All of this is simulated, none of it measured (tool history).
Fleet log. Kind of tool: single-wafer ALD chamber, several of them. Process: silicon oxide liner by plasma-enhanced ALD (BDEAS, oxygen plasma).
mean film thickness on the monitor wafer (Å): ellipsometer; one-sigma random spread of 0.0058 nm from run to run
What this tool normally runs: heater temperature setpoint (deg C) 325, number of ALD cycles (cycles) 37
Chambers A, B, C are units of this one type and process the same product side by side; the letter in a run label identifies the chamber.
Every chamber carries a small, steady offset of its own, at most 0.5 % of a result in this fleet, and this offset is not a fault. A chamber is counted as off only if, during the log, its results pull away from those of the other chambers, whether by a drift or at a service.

| run | hour | heater temperature setpoint (deg C) | number of ALD cycles (cycles) | read-back reference wafer on the same gauge, thickness_nm | mean film thickness on the monitor wafer (Å) |
|---|---|---|---|---|---|
| 1C | 5.8 | 325 | 37 | 3.0213 | 33.174 |
| 2A | 11.4 | 325 | 37 | 3.0209 | 33.147 |
| 3B | 19 | 325 | 37 | 3.0234 | 33.032 |
| 4C | 25 | 325 | 37 | 3.0224 | 33.229 |
| 5A | 30.6 | 325 | 37 | 3.0217 | 33.057 |
| 6B | 38.3 | 325 | 37 | 3.0236 | 33.115 |
| 7B | 42.8 | 338 | 34 | 3.0228 | 29.935 |
| 8C | 50.4 | 338 | 34 | 3.0227 | 29.956 |
| 9A | 57 | 338 | 34 | 3.0232 | 29.901 |
| 10C | 64.5 | 333 | 30 | 3.025 | 26.595 |
| 11B | 71 | 333 | 30 | 3.0261 | 26.601 |
| 12A | 77.5 | 333 | 30 | 3.0266 | 26.633 |
| 13A | 83 | 325 | 37 | 3.0266 | 33.134 |
| 14B | 89.5 | 325 | 37 | 3.0289 | 33.157 |
| 15C | 96.8 | 318 | 43 | 3.0268 | 38.95 |
| 16C | 101.4 | 318 | 43 | 3.0283 | 39.113 |
| 17B | 105.9 | 318 | 43 | 3.0292 | 38.993 |
| 18A | 111 | 325 | 37 | 3.0288 | 33.24 |
| 19B | 115.6 | 325 | 37 | 3.0295 | 33.229 |
| 20A | 120.6 | 312 | 37 | 3.0305 | 33.841 |
| 21C | 127.1 | 312 | 37 | 3.0305 | 33.881 |
| 22C | 133.2 | 312 | 37 | 3.0314 | 33.959 |
| 23A | 138.7 | 325 | 37 | 3.0317 | 33.164 |
| 24B | 143.7 | 330 | 34 | 3.0322 | 30.366 |
| 25C | 150.4 | 330 | 34 | 3.0319 | 30.385 |
| 26A | 156.9 | 330 | 34 | 3.0324 | 30.308 |
| 27B | 163.9 | 329 | 37 | 3.0329 | 33.006 |
| 28C | 169.6 | 329 | 37 | 3.0364 | 33.104 |
| 29A | 177.2 | 329 | 37 | 3.0352 | 33.051 |
| 30B | 181.7 | 325 | 37 | 3.0345 | 33.253 |
| 31B | 186.1 | 317 | 43 | 3.0357 | 39.121 |
| 32A | 193 | 317 | 43 | 3.0366 | 39.158 |
| 33C | 198.5 | 317 | 43 | 3.0378 | 39.171 |
| 34B | 206 | 325 | 37 | 3.0374 | 33.197 |
| 35C | 212.6 | 325 | 37 | 3.0386 | 33.319 |
| 36A | 216.5 | 325 | 37 | 3.0386 | 33.376 |
| 37B | 223.2 | 325 | 37 | 3.0394 | 33.214 |
| 38C | 228.8 | 325 | 37 | 3.0397 | 33.395 |
| 39A | 236.4 | 325 | 37 | 3.0394 | 33.357 |
| 40B | 241.5 | 325 | 37 | 3.0408 | 33.292 |
| 41A | 245.2 | 325 | 37 | 3.0408 | 33.316 |
| 42C | 249.4 | 325 | 37 | 3.0397 | 33.37 |

Read the log: is a single chamber off, either drifting away or since a service, is the gauge that measures every chamber drifting, or is nothing wrong beyond small per-chamber offsets? Name any odd chamber and what most likely caused it.

Every chamber seems to shift together because the gauge that measures them all drifts; the chambers themselves are fine.
Cause: gauge reads high (%) = 0.708.
